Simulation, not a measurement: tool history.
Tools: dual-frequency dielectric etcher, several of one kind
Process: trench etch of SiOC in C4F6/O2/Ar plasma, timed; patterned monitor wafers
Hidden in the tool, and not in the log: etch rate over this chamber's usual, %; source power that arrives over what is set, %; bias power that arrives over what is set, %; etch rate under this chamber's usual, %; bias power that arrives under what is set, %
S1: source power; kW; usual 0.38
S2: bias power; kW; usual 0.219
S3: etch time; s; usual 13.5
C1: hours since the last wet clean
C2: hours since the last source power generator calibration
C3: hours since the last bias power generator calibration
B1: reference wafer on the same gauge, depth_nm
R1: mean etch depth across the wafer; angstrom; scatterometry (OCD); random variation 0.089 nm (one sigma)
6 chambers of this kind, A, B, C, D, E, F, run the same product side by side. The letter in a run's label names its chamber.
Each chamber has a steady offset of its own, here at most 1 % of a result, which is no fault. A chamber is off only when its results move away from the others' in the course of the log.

{"run": "1C", "hour": 5.3, "S1": 0.38, "S2": 0.219, "S3": 13.5, "C1": 401.7, "C2": 2347.2, "C3": 751.9, "B1": 26.096, "R1": 296.01}
{"hour": 8.0, "done": "chamber C: wet clean of the chamber"}
{"run": "2F", "hour": 9.2, "S1": 0.38, "S2": 0.219, "S3": 13.5, "C1": 305.3, "C2": 2235, "C3": 3334.2, "B1": 26.086, "R1": 292.65}
{"run": "3A", "hour": 13.3, "S1": 0.38, "S2": 0.219, "S3": 13.5, "C1": 306.7, "C2": 2076.2, "C3": 1828.8, "B1": 26.106, "R1": 292.58}
{"run": "4D", "hour": 18.9, "S1": 0.38, "S2": 0.219, "S3": 13.5, "C1": 102.6, "C2": 1587.5, "C3": 529.2, "B1": 26.108, "R1": 291.6}
{"run": "5E", "hour": 22.3, "S1": 0.38, "S2": 0.219, "S3": 13.5, "C1": 162, "C2": 1802.1, "C3": 3451.2, "B1": 26.098, "R1": 291.7}
{"run": "6B", "hour": 26.9, "S1": 0.38, "S2": 0.219, "S3": 13.5, "C1": 214.3, "C2": 2623.4, "C3": 1115.3, "B1": 26.089, "R1": 290.89}
{"run": "7C", "hour": 29.9, "S1": 0.38, "S2": 0.219, "S3": 13.5, "C1": 21.9, "C2": 2371.8, "C3": 776.5, "B1": 26.089, "R1": 295.57}
{"run": "8F", "hour": 34.0, "S1": 0.38, "S2": 0.219, "S3": 13.5, "C1": 330.1, "C2": 2259.8, "C3": 3359, "B1": 26.11, "R1": 291.16}
{"run": "9E", "hour": 39.1, "S1": 0.38, "S2": 0.219, "S3": 13.5, "C1": 178.8, "C2": 1818.9, "C3": 3468, "B1": 26.078, "R1": 292.42}
{"run": "10B", "hour": 42.2, "S1": 0.38, "S2": 0.219, "S3": 13.5, "C1": 229.6, "C2": 2638.7, "C3": 1130.6, "B1": 26.121, "R1": 291.03}
{"run": "11A", "hour": 47.8, "S1": 0.46, "S2": 0.219, "S3": 13.5, "C1": 341.2, "C2": 2110.7, "C3": 1863.3, "B1": 26.092, "R1": 313.55}
{"hour": 53.4, "done": "chamber F: wet clean of the chamber"}
{"run": "12D", "hour": 53.4, "S1": 0.46, "S2": 0.219, "S3": 13.5, "C1": 137.1, "C2": 1622, "C3": 563.7, "B1": 26.116, "R1": 315.29}
{"run": "13D", "hour": 57.0, "S1": 0.46, "S2": 0.219, "S3": 13.5, "C1": 140.7, "C2": 1625.6, "C3": 567.3, "B1": 26.093, "R1": 313.74}
{"run": "14C", "hour": 59.5, "S1": 0.46, "S2": 0.219, "S3": 13.5, "C1": 51.5, "C2": 2401.4, "C3": 806.1, "B1": 26.103, "R1": 318.33}
{"run": "15F", "hour": 64.1, "S1": 0.46, "S2": 0.219, "S3": 13.5, "C1": 10.8, "C2": 2289.9, "C3": 3389.1, "B1": 26.108, "R1": 326.27}
{"run": "16E", "hour": 68.2, "S1": 0.46, "S2": 0.219, "S3": 13.5, "C1": 207.9, "C2": 1848, "C3": 3497.1, "B1": 26.109, "R1": 313.66}
{"run": "17A", "hour": 73.2, "S1": 0.38, "S2": 0.219, "S3": 15, "C1": 366.6, "C2": 2136.1, "C3": 1888.7, "B1": 26.112, "R1": 323.89}
{"run": "18B", "hour": 78.3, "S1": 0.38, "S2": 0.219, "S3": 15, "C1": 265.7, "C2": 2674.8, "C3": 1166.7, "B1": 26.114, "R1": 321.86}
{"run": "19A", "hour": 80.9, "S1": 0.38, "S2": 0.219, "S3": 15, "C1": 374.3, "C2": 2143.8, "C3": 1896.4, "B1": 26.102, "R1": 322.2}
{"run": "20D", "hour": 84.1, "S1": 0.38, "S2": 0.219, "S3": 15, "C1": 167.8, "C2": 1652.7, "C3": 594.4, "B1": 26.105, "R1": 323.89}
{"run": "21C", "hour": 87.1, "S1": 0.38, "S2": 0.219, "S3": 15, "C1": 79.1, "C2": 2429, "C3": 833.7, "B1": 26.08, "R1": 327.73}
{"run": "22E", "hour": 90.8, "S1": 0.38, "S2": 0.219, "S3": 15, "C1": 230.5, "C2": 1870.6, "C3": 3519.7, "B1": 26.091, "R1": 324.77}
{"run": "23F", "hour": 93.7, "S1": 0.38, "S2": 0.219, "S3": 13.5, "C1": 40.4, "C2": 2319.5, "C3": 3418.7, "B1": 26.094, "R1": 302.56}
{"run": "24B", "hour": 97.8, "S1": 0.38, "S2": 0.219, "S3": 13.5, "C1": 285.2, "C2": 2694.3, "C3": 1186.2, "B1": 26.108, "R1": 291.34}
{"run": "25A", "hour": 101.3, "S1": 0.38, "S2": 0.219, "S3": 13.5, "C1": 394.7, "C2": 2164.2, "C3": 1916.8, "B1": 26.106, "R1": 289.83}
{"run": "26C", "hour": 106.1, "S1": 0.38, "S2": 0.219, "S3": 13.5, "C1": 98.1, "C2": 2448, "C3": 852.7, "B1": 26.115, "R1": 295.45}
{"run": "27F", "hour": 109.7, "S1": 0.38, "S2": 0.219, "S3": 13.5, "C1": 56.4, "C2": 2335.5, "C3": 3434.7, "B1": 26.093, "R1": 301.23}
{"run": "28E", "hour": 114.5, "S1": 0.38, "S2": 0.219, "S3": 13.5, "C1": 254.2, "C2": 1894.3, "C3": 3543.4, "B1": 26.101, "R1": 291.35}
{"run": "29B", "hour": 118.7, "S1": 0.38, "S2": 0.2, "S3": 16, "C1": 306.1, "C2": 2715.2, "C3": 1207.1, "B1": 26.085, "R1": 335.64}
{"run": "30D", "hour": 122.5, "S1": 0.38, "S2": 0.2, "S3": 16, "C1": 206.2, "C2": 1691.1, "C3": 632.8, "B1": 26.116, "R1": 338.22}
{"run": "31C", "hour": 125.5, "S1": 0.38, "S2": 0.2, "S3": 16, "C1": 117.5, "C2": 2467.4, "C3": 872.1, "B1": 26.11, "R1": 339.58}
{"run": "32A", "hour": 131.1, "S1": 0.38, "S2": 0.2, "S3": 16, "C1": 424.5, "C2": 2194, "C3": 1946.6, "B1": 26.082, "R1": 332.71}
{"run": "33D", "hour": 134.4, "S1": 0.38, "S2": 0.2, "S3": 16, "C1": 218.1, "C2": 1703, "C3": 644.7, "B1": 26.107, "R1": 337.31}
{"run": "34E", "hour": 138.1, "S1": 0.38, "S2": 0.2, "S3": 16, "C1": 277.8, "C2": 1917.9, "C3": 3567, "B1": 26.1, "R1": 335.38}
{"run": "35B", "hour": 142.5, "S1": 0.38, "S2": 0.219, "S3": 13.5, "C1": 329.9, "C2": 2739, "C3": 1230.9, "B1": 26.099, "R1": 290.14}
{"run": "36F", "hour": 146.6, "S1": 0.38, "S2": 0.219, "S3": 13.5, "C1": 93.3, "C2": 2372.4, "C3": 3471.6, "B1": 26.101, "R1": 302.51}

Next, every chamber runs the same settings. What will each give?
{"run": "37A", "hour": 150.8, "S1": 0.38, "S2": 0.219, "S3": 13.5, "R1": "?"}
{"run": "37B", "hour": 150.8, "S1": 0.38, "S2": 0.219, "S3": 13.5, "R1": "?"}
{"run": "37C", "hour": 150.8, "S1": 0.38, "S2": 0.219, "S3": 13.5, "R1": "?"}
{"run": "37D", "hour": 150.8, "S1": 0.38, "S2": 0.219, "S3": 13.5, "R1": "?"}
{"run": "37E", "hour": 150.8, "S1": 0.38, "S2": 0.219, "S3": 13.5, "R1": "?"}
{"run": "37F", "hour": 150.8, "S1": 0.38, "S2": 0.219, "S3": 13.5, "R1": "?"}

run=37A R1=291.8
run=37B R1=290.19
run=37C R1=296.44
run=37D R1=291.62
run=37E R1=292.7
run=37F R1=302.03
